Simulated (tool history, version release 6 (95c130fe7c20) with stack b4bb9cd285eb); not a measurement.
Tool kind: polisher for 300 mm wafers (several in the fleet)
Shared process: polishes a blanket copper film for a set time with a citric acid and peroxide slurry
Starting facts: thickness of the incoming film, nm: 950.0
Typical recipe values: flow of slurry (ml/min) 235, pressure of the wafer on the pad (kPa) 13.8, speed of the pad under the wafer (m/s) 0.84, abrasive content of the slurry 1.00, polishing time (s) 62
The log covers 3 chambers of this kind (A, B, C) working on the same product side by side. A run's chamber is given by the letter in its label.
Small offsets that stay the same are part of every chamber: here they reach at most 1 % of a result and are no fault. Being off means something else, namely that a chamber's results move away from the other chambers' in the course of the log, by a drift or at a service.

run,hour,flow of slurry (ml/min),pressure of the wafer on the pad (kPa),speed of the pad under the wafer (m/s),abrasive content of the slurry,polishing time (s),film removed (nm)
1A,12.8,235,13.8,0.84,1.00,62,86.995
# hour 15.9: chamber A: worn pad replaced by a new one
# hour 20.8: chamber B: worn pad replaced by a new one
2B,26.3,235,13.8,0.84,1.00,62,89.194
3C,34.4,235,13.8,0.84,1.00,62,87.087
4A,49.5,235,13.8,0.84,1.00,62,86.531
# hour 56.3: chamber A: slurry blender recalibrated
5B,57.4,235,13.8,0.84,1.00,62,89.657
# hour 67.3: chamber B: slurry blender recalibrated
6C,72.0,235,13.8,0.84,1.00,62,89.006
# hour 73.7: chamber C: slurry blender recalibrated
7A,82.3,235,13.8,0.84,1.00,62,89.171
8C,95.3,235,13.8,0.84,1.00,62,88.774
# hour 108.0: chamber A: worn pad replaced by a new one
9B,108.4,235,13.8,0.84,1.00,62,87.382
# hour 112.6: chamber C: worn pad replaced by a new one
10B,115.6,235,13.8,0.84,1.00,62,88.483
# hour 118.9: chamber B: worn pad replaced by a new one
# hour 127.5: chamber A: slurry nozzle cleaned
11C,128.5,235,13.8,0.84,1.00,62,88.348
12A,143.7,235,13.8,0.84,1.00,55,79.157
# hour 145.6: chamber B: slurry nozzle cleaned
13B,153.5,235,13.8,0.84,1.00,55,75.589
# hour 159.6: chamber C: head pressure recalibrated
14C,169.4,235,13.8,0.84,1.00,55,78.132
# hour 176.9: chamber C: slurry blender recalibrated
15A,180.0,235,13.8,0.84,1.00,62,88.591
16C,189.0,235,13.8,0.84,1.00,42,59.552
17A,197.5,235,13.8,0.84,1.00,42,61.218
18B,205.6,235,13.8,0.84,1.00,42,58.326
# hour 208.4: chamber A: worn pad replaced by a new one
19A,221.4,235,13.8,0.84,0.85,62,84.627
# hour 222.6: chamber B: worn pad replaced by a new one
20C,231.1,235,13.8,0.84,0.85,62,85.881
# hour 235.4: chamber C: worn pad replaced by a new one
# hour 240.4: chamber B: slurry blender recalibrated
21B,246.1,235,13.8,0.84,0.85,62,81.990
22A,253.2,235,13.8,0.84,1.00,62,88.523
23C,261.6,235,13.8,0.84,1.00,62,88.918
# hour 272.4: chamber C: slurry blender recalibrated
24B,277.0,235,13.8,0.84,1.00,62,83.289
25A,292.1,235,13.8,0.84,1.00,62,88.015
26C,299.3,175,9.7,0.84,1.00,62,59.708
27B,309.9,175,9.7,0.84,1.00,62,55.771
# hour 315.9: chamber A: worn pad replaced by a new one
# hour 316.5: chamber B: worn pad replaced by a new one
28A,321.0,175,9.7,0.84,1.00,62,59.540
29B,335.6,235,13.8,0.84,1.00,62,80.334
# hour 342.9: chamber A: slurry blender recalibrated
30C,344.9,235,13.8,0.84,1.00,62,86.838
# hour 351.0: chamber C: worn pad replaced by a new one
# hour 354.0: chamber C: slurry nozzle cleaned
31C,357.3,235,13.8,0.84,1.00,62,89.361
32B,367.4,235,13.8,0.84,1.00,62,79.714
# hour 368.1: chamber C: slurry blender recalibrated
33A,383.1,235,13.8,0.84,1.00,62,88.952
34C,395.1,235,13.8,0.84,1.00,62,88.470

Is one chamber out of step, is the gauge drifting, or do the chambers differ by no more than their own small offsets? For an off chamber, give its letter and the likeliest cause.

Chamber B drifts away from the others.
Likeliest cause: head's pressure below its setpoint, % = 12.4.

Below are 4 candidate recipes for chamber B's next run, each the usual settings with a change, their results shown as question marks. Which of them brings B's results back in line with what the other chambers give on the usual settings?
A result is in line if it is within this distance of the other chambers' mean on the usual settings: film removed (nm) 3.600
35B-1,406.7,235,13.1,0.78,1.00,58,?
35B-2,406.7,235,13.8,0.80,1.00,58,?
35B-3,406.7,240,13.8,1.02,1.00,62,?
35B-4,406.7,235,14.5,0.90,1.00,62,?

The other chambers' mean on the usual settings: film removed (nm) 88.393
run,film removed (nm)
35B-1,65.477
35B-2,70.468
35B-3,95.484
35B-4,88.459
Change 35B-4 lands the chamber within the allowed miss of the other chambers.
